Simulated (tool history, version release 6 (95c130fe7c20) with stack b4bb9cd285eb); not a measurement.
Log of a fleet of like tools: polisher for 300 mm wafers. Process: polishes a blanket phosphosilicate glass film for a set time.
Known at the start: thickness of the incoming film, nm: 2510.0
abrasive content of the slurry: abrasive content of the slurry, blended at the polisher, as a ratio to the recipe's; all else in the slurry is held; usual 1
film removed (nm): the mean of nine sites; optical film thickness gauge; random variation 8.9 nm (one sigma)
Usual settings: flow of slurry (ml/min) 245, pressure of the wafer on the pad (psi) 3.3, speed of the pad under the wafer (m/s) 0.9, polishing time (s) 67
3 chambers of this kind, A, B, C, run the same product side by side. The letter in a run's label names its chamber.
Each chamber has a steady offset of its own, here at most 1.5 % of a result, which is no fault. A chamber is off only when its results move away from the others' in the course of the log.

run   hour  flow of slurry (ml/min)  pressure of the wafer on the pad (psi)  speed of the pad under the wafer (m/s)  abrasive content of the slurry  polishing time (s)  film removed (nm)
       4.4  -- chamber B: worn pad replaced by a new one
 1C    6.6                      245                                     3.3                                     0.9                               1                  67             637.32
 2A   17.9                      245                                     3.3                                     0.9                               1                  67             631.98
        22  -- chamber C: worn pad replaced by a new one
 3B   28.2                      245                                     3.3                                     0.9                               1                  67             637.86
      32.4  -- chamber B: slurry nozzle cleaned
 4B   40.7                      245                                     3.3                                     0.9                               1                  67             645.77
      44.5  -- chamber B: head pressure recalibrated
      46.1  -- chamber A: worn pad replaced by a new one
 5A   48.7                      245                                     3.3                                    1.08                               1                  67             758.75
      49.4  -- chamber A: slurry blender recalibrated
 6C   60.4                      245                                     3.3                                    1.08                               1                  67             752.54
 7A   73.6                      245                                     3.3                                    1.08                               1                  67             727.26
      78.7  -- chamber B: worn pad replaced by a new one
 8B   80.8                      245                                     3.3                                     0.9                               1                  67             636.19
      82.4  -- chamber B: conditioning disc replaced and pad reconditioned
 9C   92.4                      245                                     3.3                                     0.9                               1                  67             642.39
     100.4  -- chamber B: slurry blender recalibrated
10B  102.3                      245                                     3.3                                     0.9                               1                  67             625.91
     109.6  -- chamber A: worn pad replaced by a new one
11C  111.2                      245                                     3.3                                     0.9                               1                  67             636.16
12A  120.3                      245                                     3.3                                     0.9                               1                  67             638.05
13A  133.3                      245                                     3.3                                     0.9                               1                  67             632.54
14B  142.2                      245                                     3.3                                     0.9                               1                  67             636.54
     143.8  -- chamber C: worn pad replaced by a new one
     144.7  -- chamber B: worn pad replaced by a new one
15C  153.7                      245                                     3.3                                     0.9                               1                  67             639.03
16A  165.1                      245                                     3.3                                     0.9                               1                  67             637.38
17B  176.5                      245                                     3.3                                     0.9                               1                  67             633.14
18C  187.6                      245                                     3.3                                     0.9                               1                  67             640.39
     193.6  -- chamber A: worn pad replaced by a new one
19A  195.3                      245                                     3.3                                     0.9                               1                  67             624.99
20B  201.4                      245                                     3.3                                     0.9                            1.25                  45              456.9
21C  211.5                      245                                     3.3                                     0.9                            1.25                  45             467.41
     219.3  -- chamber B: worn pad replaced by a new one
22B  224.5                      245                                     3.3                                     0.9                            1.25                  45             473.44
23C  234.3                      245                                     3.3                                     0.9                               1                  67             642.85
24A  242.9                      245                                     3.3                                     0.9                               1                  67              631.3
       246  -- chamber A: slurry blender recalibrated
     250.6  -- chamber C: worn pad replaced by a new one
     250.7  -- chamber A: conditioning disc replaced and pad reconditioned
25B  251.1                      245                                     3.3                                     0.9                               1                  67             643.84
26C  258.2                      245                                     3.3                                     0.9                               1                  67             619.66
27A  270.2                      290                                     3.3                                     0.9                               1                  78             744.58
     277.8  -- chamber A: worn pad replaced by a new one
28A  278.3                      290                                     3.3                                     0.9                               1                  78             740.66
     278.4  -- chamber B: conditioning disc replaced and pad reconditioned
     284.4  -- chamber B: worn pad replaced by a new one
29B  287.8                      290                                     3.3                                     0.9                               1                  78             750.39
30C  295.7                      245                                     3.3                                     0.9                               1                  67             623.96
31A  302.2                      245                                     3.9                                     0.9                               1                  78              863.5
32C  312.8                      245                                     3.9                                     0.9                               1                  78             866.35
33B  321.3                      245                                     3.9                                     0.9                               1                  78             869.04
34A  330.5                      245                                     3.3                                     0.9                               1                  67             635.63
     335.2  -- chamber C: conditioning disc replaced and pad reconditioned
35C  340.9                      245                                     3.3                                     0.9                               1                  67             631.45
36B  348.7                      245                                     3.3                                     0.9                               1                  67             615.91
     350.7  -- chamber A: slurry nozzle cleaned
37B  355.6                      245                                     3.3                                     0.9                               1                  67             629.94
     356.3  -- chamber A: worn pad replaced by a new one
38C  366.4                      245                                     3.3                                     0.9                               1                  67             628.63
39A  372.3                      245                                     3.3                                     0.9                               1                  67             639.94

Is one chamber off against the others, does the gauge drift, or is nothing wrong? If a chamber is off, say which, and what the likeliest cause is.

No chamber stands off beyond its own small offset, and the gauge holds steady.

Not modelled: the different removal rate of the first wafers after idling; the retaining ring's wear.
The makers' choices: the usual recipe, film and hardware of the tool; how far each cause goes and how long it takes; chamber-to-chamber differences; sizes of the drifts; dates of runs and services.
